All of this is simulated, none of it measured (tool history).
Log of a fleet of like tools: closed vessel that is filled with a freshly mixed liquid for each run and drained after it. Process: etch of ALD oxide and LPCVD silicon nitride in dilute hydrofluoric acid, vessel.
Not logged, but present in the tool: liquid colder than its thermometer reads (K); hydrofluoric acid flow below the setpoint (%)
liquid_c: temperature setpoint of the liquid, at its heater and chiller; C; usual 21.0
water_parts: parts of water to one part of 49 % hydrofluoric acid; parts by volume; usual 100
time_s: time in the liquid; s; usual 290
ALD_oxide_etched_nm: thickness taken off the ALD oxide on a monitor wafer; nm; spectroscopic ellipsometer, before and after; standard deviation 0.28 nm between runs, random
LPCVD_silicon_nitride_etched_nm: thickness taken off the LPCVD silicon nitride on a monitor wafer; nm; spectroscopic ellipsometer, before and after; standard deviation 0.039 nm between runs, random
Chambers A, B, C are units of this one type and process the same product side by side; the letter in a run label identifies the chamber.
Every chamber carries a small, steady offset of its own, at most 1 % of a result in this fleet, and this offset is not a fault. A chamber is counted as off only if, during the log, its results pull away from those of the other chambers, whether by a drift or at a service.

run,hour,liquid_c,water_parts,time_s,hours since the thermometer was replaced,hours since the hydrofluoric acid flow meter was replaced,"read-back film thickness of the ALD oxide reference wafer, read on the same gauge (nm)","read-back film thickness of the LPCVD silicon nitride reference wafer, read on the same gauge (nm)",ALD_oxide_etched_nm,LPCVD_silicon_nitride_etched_nm
1B,11.6,21.0,100,290,1720.8,1960.1,49.995,129.98,49.748,1.12130
2C,27.0,21.0,100,290,316.6,1343.1,50.013,129.94,50.455,1.26510
3A,35.8,21.0,100,290,335.1,192.8,49.998,130.01,50.247,1.21730
# hour 37.0: chamber B: hydrofluoric acid flow meter replaced
4A,45.2,21.0,100,290,344.5,202.2,50.007,129.96,50.405,1.22680
5C,54.7,18.0,85,290,344.3,1370.8,50.002,129.99,53.652,1.12710
6B,70.4,18.0,85,290,1779.6,33.5,49.999,129.97,53.636,1.11870
7B,84.3,18.0,85,290,1793.5,47.4,49.976,129.94,53.530,1.19520
8A,91.7,23.5,85,290,391.0,248.7,49.991,129.98,66.631,1.60810
9C,101.6,23.5,85,290,391.2,1417.7,49.987,130.00,66.996,1.64870
10C,109.2,23.5,85,290,398.8,1425.3,50.018,130.03,66.828,1.60050
11A,122.3,21.0,100,290,421.6,279.3,50.008,130.03,50.285,1.21920
12B,134.5,21.0,100,290,1843.7,97.6,49.991,130.01,49.880,1.21170
13C,143.3,21.0,100,290,432.9,1459.4,50.001,129.99,51.051,1.21320
14A,154.9,21.0,100,140,454.2,311.9,50.000,130.00,24.659,0.58099
15B,168.3,21.0,100,140,1877.5,131.4,49.984,130.07,24.182,0.58592
16B,177.5,21.0,100,140,1886.7,140.6,50.021,130.00,24.046,0.58086
17C,185.2,21.0,100,290,474.8,1501.3,49.989,130.04,50.366,1.17280
18A,195.5,21.0,100,290,494.8,352.5,49.976,129.99,50.285,1.21490
19C,210.1,21.0,100,290,499.7,1526.2,49.974,129.95,50.132,1.21760
20B,226.3,21.0,115,290,1935.5,189.4,50.001,129.98,42.777,1.07440
21A,241.0,21.0,115,290,540.3,398.0,49.974,130.04,42.579,1.04160
22B,250.0,21.0,115,290,1959.2,213.1,49.994,129.96,42.592,1.06470
23A,260.4,21.0,50,140,559.7,417.4,49.994,129.99,50.672,1.07900
24C,276.7,21.0,50,140,566.3,1592.8,49.994,130.00,52.439,1.12000
25B,290.4,21.0,50,140,1999.6,253.5,49.992,130.02,51.416,1.14900
26C,300.5,21.0,100,290,590.1,1616.6,50.014,129.97,50.432,1.18840
27A,312.8,21.0,100,290,612.1,469.8,49.988,129.99,48.100,1.13240
28A,325.0,21.0,100,290,624.3,482.0,49.976,130.03,48.551,1.09230
29C,336.3,21.0,100,290,625.9,1652.4,49.973,129.99,50.305,1.18560
30B,351.2,21.0,100,210,2060.4,314.3,49.996,129.93,36.145,0.89460
31A,362.7,21.0,100,210,662.0,519.7,50.008,129.99,34.991,0.79905
32B,374.9,21.0,100,210,2084.1,338.0,50.021,130.04,36.081,0.87824
33C,384.2,21.0,100,290,673.8,1700.3,49.999,129.99,50.066,1.18820
34B,399.2,21.0,100,290,2108.4,362.3,49.987,130.05,49.807,1.22020

Has any chamber moved away from the others, gradually or after a service, or does the common gauge drift, or do the chambers differ only by their own small steady offsets? State the chamber and the most likely cause if one applies.

It is chamber A that slowly wanders off from its peers.
Most likely cause: liquid colder than its thermometer reads (K) = 1.56.

Here are 4 candidates for chamber A's next run, each the usual settings with a change, their results left as question marks. Which one brings its results back in line with what the others give on the usual settings?
A result is in line if it is within this distance of the other chambers' mean on the usual settings: ALD_oxide_etched_nm 0.970 nm; LPCVD_silicon_nitride_etched_nm 0.14000 nm
35A-1,410.9,19.5,95,275,,,,,?,?
35A-2,410.9,21.5,100,290,,,,,?,?
35A-3,410.9,22.5,105,305,,,,,?,?
35A-4,410.9,20.5,100,290,,,,,?,?

Average result of the remaining chambers running the usual settings: ALD_oxide_etched_nm 50.178 nm; LPCVD_silicon_nitride_etched_nm 1.19790 nm
run,ALD_oxide_etched_nm,LPCVD_silicon_nitride_etched_nm
35A-1,44.807,0.98287
35A-2,48.507,1.13120
35A-3,50.325,1.21380
35A-4,46.545,1.05650
Change 35A-3 lands the chamber within the allowed miss of the other chambers.
